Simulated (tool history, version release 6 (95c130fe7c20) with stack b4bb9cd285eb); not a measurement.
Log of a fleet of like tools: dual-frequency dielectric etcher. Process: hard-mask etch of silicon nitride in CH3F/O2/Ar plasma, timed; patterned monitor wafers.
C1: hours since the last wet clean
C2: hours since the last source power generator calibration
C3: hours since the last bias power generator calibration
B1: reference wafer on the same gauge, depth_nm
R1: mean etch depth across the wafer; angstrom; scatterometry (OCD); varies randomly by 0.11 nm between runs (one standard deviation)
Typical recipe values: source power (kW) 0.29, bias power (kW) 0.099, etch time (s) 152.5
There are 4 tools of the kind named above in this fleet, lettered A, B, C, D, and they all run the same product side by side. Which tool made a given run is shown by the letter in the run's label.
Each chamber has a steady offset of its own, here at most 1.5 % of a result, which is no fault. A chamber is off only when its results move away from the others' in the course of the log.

{"run": "1B", "hour": 7.8, "source power (kW)": 0.29, "bias power (kW)": 0.099, "etch time (s)": 152.5, "C1": 354.4, "C2": 1611.1, "C3": 2364.7, "B1": 98.004, "R1": 1064.4}
{"run": "2A", "hour": 17.1, "source power (kW)": 0.29, "bias power (kW)": 0.099, "etch time (s)": 152.5, "C1": 415.9, "C2": 1156.4, "C3": 609.1, "B1": 98.031, "R1": 1048.4}
{"run": "3C", "hour": 22.3, "source power (kW)": 0.29, "bias power (kW)": 0.099, "etch time (s)": 152.5, "C1": 277, "C2": 716.5, "C3": 1466.6, "B1": 98.023, "R1": 1051.4}
{"run": "4D", "hour": 27.9, "source power (kW)": 0.29, "bias power (kW)": 0.099, "etch time (s)": 152.5, "C1": 178.8, "C2": 59.3, "C3": 754.3, "B1": 98.065, "R1": 1050.9}
{"run": "5A", "hour": 35.3, "source power (kW)": 0.29, "bias power (kW)": 0.099, "etch time (s)": 152.5, "C1": 434.1, "C2": 1174.6, "C3": 627.3, "B1": 98.05, "R1": 1050.4}
{"hour": 40.4, "done": "chamber A: wet clean of the chamber"}
{"run": "6B", "hour": 41.9, "source power (kW)": 0.29, "bias power (kW)": 0.099, "etch time (s)": 152.5, "C1": 388.5, "C2": 1645.2, "C3": 2398.8, "B1": 98.039, "R1": 1065.2}
{"run": "7C", "hour": 48.6, "source power (kW)": 0.25, "bias power (kW)": 0.108, "etch time (s)": 152.5, "C1": 303.3, "C2": 742.8, "C3": 1492.9, "B1": 98.064, "R1": 1030.8}
{"run": "8D", "hour": 57.3, "source power (kW)": 0.25, "bias power (kW)": 0.108, "etch time (s)": 152.5, "C1": 208.2, "C2": 88.7, "C3": 783.7, "B1": 98.112, "R1": 1030}
{"run": "9B", "hour": 62.7, "source power (kW)": 0.25, "bias power (kW)": 0.108, "etch time (s)": 152.5, "C1": 409.3, "C2": 1666, "C3": 2419.6, "B1": 98.078, "R1": 1044.6}
{"run": "10D", "hour": 73.2, "source power (kW)": 0.25, "bias power (kW)": 0.108, "etch time (s)": 152.5, "C1": 224.1, "C2": 104.6, "C3": 799.6, "B1": 98.086, "R1": 1029.3}
{"hour": 76.7, "done": "chamber C: wet clean of the chamber"}
{"run": "11C", "hour": 79.1, "source power (kW)": 0.29, "bias power (kW)": 0.099, "etch time (s)": 152.5, "C1": 2.4, "C2": 773.3, "C3": 1523.4, "B1": 98.086, "R1": 1052.6}
{"hour": 84.3, "done": "chamber B: wet clean of the chamber"}
{"run": "12A", "hour": 87.9, "source power (kW)": 0.29, "bias power (kW)": 0.099, "etch time (s)": 152.5, "C1": 47.6, "C2": 1227.2, "C3": 679.9, "B1": 98.123, "R1": 1051.7}
{"run": "13A", "hour": 94.7, "source power (kW)": 0.29, "bias power (kW)": 0.099, "etch time (s)": 152.5, "C1": 54.4, "C2": 1234, "C3": 686.7, "B1": 98.136, "R1": 1049.8}
{"run": "14B", "hour": 101.8, "source power (kW)": 0.29, "bias power (kW)": 0.099, "etch time (s)": 152.5, "C1": 17.5, "C2": 1705.1, "C3": 2458.7, "B1": 98.127, "R1": 1066.9}
{"run": "15C", "hour": 110.5, "source power (kW)": 0.29, "bias power (kW)": 0.099, "etch time (s)": 152.5, "C1": 33.8, "C2": 804.7, "C3": 1554.8, "B1": 98.164, "R1": 1051.4}
{"run": "16D", "hour": 117.6, "source power (kW)": 0.29, "bias power (kW)": 0.099, "etch time (s)": 152.5, "C1": 268.5, "C2": 149, "C3": 844, "B1": 98.175, "R1": 1051.7}
{"run": "17B", "hour": 124.2, "source power (kW)": 0.29, "bias power (kW)": 0.099, "etch time (s)": 152.5, "C1": 39.9, "C2": 1727.5, "C3": 2481.1, "B1": 98.163, "R1": 1067}
{"run": "18A", "hour": 133.0, "source power (kW)": 0.29, "bias power (kW)": 0.099, "etch time (s)": 152.5, "C1": 92.7, "C2": 1272.3, "C3": 725, "B1": 98.215, "R1": 1049.8}
{"run": "19D", "hour": 140.0, "source power (kW)": 0.29, "bias power (kW)": 0.099, "etch time (s)": 152.5, "C1": 290.9, "C2": 171.4, "C3": 866.4, "B1": 98.192, "R1": 1051.7}
{"run": "20C", "hour": 146.7, "source power (kW)": 0.29, "bias power (kW)": 0.099, "etch time (s)": 152.5, "C1": 70, "C2": 840.9, "C3": 1591, "B1": 98.203, "R1": 1054.9}
{"run": "21D", "hour": 152.5, "source power (kW)": 0.29, "bias power (kW)": 0.099, "etch time (s)": 152.5, "C1": 303.4, "C2": 183.9, "C3": 878.9, "B1": 98.207, "R1": 1051.7}
{"run": "22C", "hour": 160.4, "source power (kW)": 0.29, "bias power (kW)": 0.11, "etch time (s)": 110.5, "C1": 83.7, "C2": 854.6, "C3": 1604.7, "B1": 98.234, "R1": 792.6}
{"run": "23A", "hour": 167.0, "source power (kW)": 0.29, "bias power (kW)": 0.11, "etch time (s)": 110.5, "C1": 126.7, "C2": 1306.3, "C3": 759, "B1": 98.227, "R1": 792.84}
{"run": "24B", "hour": 175.7, "source power (kW)": 0.29, "bias power (kW)": 0.11, "etch time (s)": 110.5, "C1": 91.4, "C2": 1779, "C3": 2532.6, "B1": 98.245, "R1": 805.27}
{"run": "25A", "hour": 182.7, "source power (kW)": 0.29, "bias power (kW)": 0.11, "etch time (s)": 110.5, "C1": 142.4, "C2": 1322, "C3": 774.7, "B1": 98.261, "R1": 794.07}
{"run": "26C", "hour": 191.3, "source power (kW)": 0.29, "bias power (kW)": 0.099, "etch time (s)": 152.5, "C1": 114.6, "C2": 885.5, "C3": 1635.6, "B1": 98.251, "R1": 1055.1}
{"run": "27D", "hour": 201.3, "source power (kW)": 0.29, "bias power (kW)": 0.099, "etch time (s)": 152.5, "C1": 352.2, "C2": 232.7, "C3": 927.7, "B1": 98.292, "R1": 1054.8}
{"run": "28B", "hour": 209.7, "source power (kW)": 0.29, "bias power (kW)": 0.109, "etch time (s)": 135.5, "C1": 125.4, "C2": 1813, "C3": 2566.6, "B1": 98.277, "R1": 984.43}
{"run": "29D", "hour": 218.4, "source power (kW)": 0.29, "bias power (kW)": 0.109, "etch time (s)": 135.5, "C1": 369.3, "C2": 249.8, "C3": 944.8, "B1": 98.299, "R1": 969.62}
{"run": "30A", "hour": 224.9, "source power (kW)": 0.29, "bias power (kW)": 0.109, "etch time (s)": 135.5, "C1": 184.6, "C2": 1364.2, "C3": 816.9, "B1": 98.3, "R1": 967.76}
{"run": "31C", "hour": 234.1, "source power (kW)": 0.29, "bias power (kW)": 0.109, "etch time (s)": 135.5, "C1": 157.4, "C2": 928.3, "C3": 1678.4, "B1": 98.321, "R1": 971.93}
{"run": "32B", "hour": 240.4, "source power (kW)": 0.29, "bias power (kW)": 0.099, "etch time (s)": 134, "C1": 156.1, "C2": 1843.7, "C3": 2597.3, "B1": 98.313, "R1": 937.91}
{"run": "33C", "hour": 248.0, "source power (kW)": 0.29, "bias power (kW)": 0.099, "etch time (s)": 134, "C1": 171.3, "C2": 942.2, "C3": 1692.3, "B1": 98.335, "R1": 927.65}
{"run": "34A", "hour": 256.9, "source power (kW)": 0.29, "bias power (kW)": 0.099, "etch time (s)": 134, "C1": 216.6, "C2": 1396.2, "C3": 848.9, "B1": 98.343, "R1": 924.69}
{"run": "35D", "hour": 263.8, "source power (kW)": 0.29, "bias power (kW)": 0.099, "etch time (s)": 134, "C1": 414.7, "C2": 295.2, "C3": 990.2, "B1": 98.359, "R1": 924.68}
{"hour": 267.0, "done": "chamber D: wet clean of the chamber"}
{"run": "36B", "hour": 271.0, "source power (kW)": 0.29, "bias power (kW)": 0.099, "etch time (s)": 152.5, "C1": 186.7, "C2": 1874.3, "C3": 2627.9, "B1": 98.4, "R1": 1070.2}
{"run": "37D", "hour": 276.9, "source power (kW)": 0.29, "bias power (kW)": 0.099, "etch time (s)": 152.5, "C1": 9.9, "C2": 308.3, "C3": 1003.3, "B1": 98.379, "R1": 1051.6}
{"run": "38A", "hour": 288.2, "source power (kW)": 0.29, "bias power (kW)": 0.099, "etch time (s)": 152.5, "C1": 247.9, "C2": 1427.5, "C3": 880.2, "B1": 98.386, "R1": 1053.9}
{"run": "39C", "hour": 293.3, "source power (kW)": 0.29, "bias power (kW)": 0.099, "etch time (s)": 152.5, "C1": 216.6, "C2": 987.5, "C3": 1737.6, "B1": 98.407, "R1": 1056.5}

Predict what each chamber gives when all 4 of them run the settings below next.
{"run": "40A", "hour": 301.6, "source power (kW)": 0.29, "bias power (kW)": 0.113, "etch time (s)": 152.5, "R1": "?"}
{"run": "40B", "hour": 301.6, "source power (kW)": 0.29, "bias power (kW)": 0.113, "etch time (s)": 152.5, "R1": "?"}
{"run": "40C", "hour": 301.6, "source power (kW)": 0.29, "bias power (kW)": 0.113, "etch time (s)": 152.5, "R1": "?"}
{"run": "40D", "hour": 301.6, "source power (kW)": 0.29, "bias power (kW)": 0.113, "etch time (s)": 152.5, "R1": "?"}

run=40A R1=1107.8
run=40B R1=1125.2
run=40C R1=1108
run=40D R1=1108.7
